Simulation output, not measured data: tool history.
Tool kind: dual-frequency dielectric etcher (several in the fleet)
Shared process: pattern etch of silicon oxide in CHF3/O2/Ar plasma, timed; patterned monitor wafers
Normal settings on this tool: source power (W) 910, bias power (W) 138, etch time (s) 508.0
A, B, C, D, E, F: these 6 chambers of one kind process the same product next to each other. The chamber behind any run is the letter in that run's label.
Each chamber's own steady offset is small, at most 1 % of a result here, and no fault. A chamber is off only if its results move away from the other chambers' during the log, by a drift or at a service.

run     day  source power (W)  bias power (W)  etch time (s)  read-back reference wafer on the same gauge, depth_nm  mean etch depth across the wafer (nm)
 1F   0.375               910             138          508.0                                                 1239.9                                1076.30
 2A   0.912               910             138          508.0                                                 1240.2                                1084.60
 3E   1.329               910             138          508.0                                                 1239.7                                1090.50
 4B   1.658               910             138          508.0                                                 1239.6                                1079.30
 5D   2.233               910             138          508.0                                                 1238.7                                1088.40
 6C   2.521               910             138          508.0                                                 1238.5                                1082.40
 7C   3.025               910             138          508.0                                                 1238.2                                1080.70
 8D   3.371               910             138          508.0                                                 1238.5                                1084.00
 9F   3.883               910             138          508.0                                                 1237.8                                1073.80
10A   4.367               910             138          508.0                                                 1237.6                                1083.40
11E   4.908               910             138          508.0                                                 1237.7                                1083.90
12B   5.312              1080             138          587.5                                                 1237.6                                1330.90
13A   5.621              1080             138          587.5                                                 1237.1                                1337.30
14D   5.942              1080             138          587.5                                                 1237.4                                1346.00
15F   6.454              1080             138          587.5                                                 1237.2                                1332.40
16C   6.738              1080             138          587.5                                                 1236.4                                1337.50
      6.754  -- chamber E: wet clean of the chamber
17E   7.183              1080             138          587.5                                                 1236.5                                1341.20
18B   7.479               910             138          508.0                                                 1236.3                                1079.30
19E   7.792               910             138          428.0                                                 1236.5                                 911.05
20A   8.262               910             138          428.0                                                 1235.5                                 911.65
21B   8.600               910             138          428.0                                                 1235.7                                 906.71
22F   9.125               910             138          428.0                                                 1235.4                                 905.38
23D   9.717               910             138          428.0                                                 1235.7                                 912.56
24C  10.262               910             138          428.0                                                 1235.0                                 909.51
25F  10.667               910             138          508.0                                                 1234.5                                1068.60
26C  11.038               910             138          508.0                                                 1234.7                                1081.60
27A  11.396               910             138          508.0                                                 1234.0                                1078.60
28D  11.875               910             138          508.0                                                 1233.8                                1083.30
29B  12.133              1110             112          508.0                                                 1233.6                                1090.20
30E  12.471              1110             112          508.0                                                 1234.1                                1098.50
31A  13.021              1110             112          508.0                                                 1233.4                                1096.10
     13.058  -- chamber B: wet clean of the chamber
32F  13.400              1110             112          508.0                                                 1233.2                                1088.10
33E  13.758              1110             112          508.0                                                 1233.7                                1097.10
34B  14.138              1110             112          508.0                                                 1232.5                                1092.70
35D  14.667               910             138          508.0                                                 1232.8                                1080.30
36C  15.183               910             138          508.0                                                 1232.1                                1077.90
37D  15.708               910             138          508.0                                                 1232.3                                1081.20
38C  15.971               910             138          508.0                                                 1231.4                                1075.50
39F  16.346               910             138          508.0                                                 1231.9                                1070.90
40E  16.662               910             138          508.0                                                 1231.9                                1079.40

What goes on in this fleet: one chamber off, a drifting gauge, or nothing beyond the chambers' own small offsets? Name the chamber and the cause, if any.

Gauge drift. The chambers move together only on paper, and none stands off.
What lies behind it: gauge reads low (%) = 0.683.

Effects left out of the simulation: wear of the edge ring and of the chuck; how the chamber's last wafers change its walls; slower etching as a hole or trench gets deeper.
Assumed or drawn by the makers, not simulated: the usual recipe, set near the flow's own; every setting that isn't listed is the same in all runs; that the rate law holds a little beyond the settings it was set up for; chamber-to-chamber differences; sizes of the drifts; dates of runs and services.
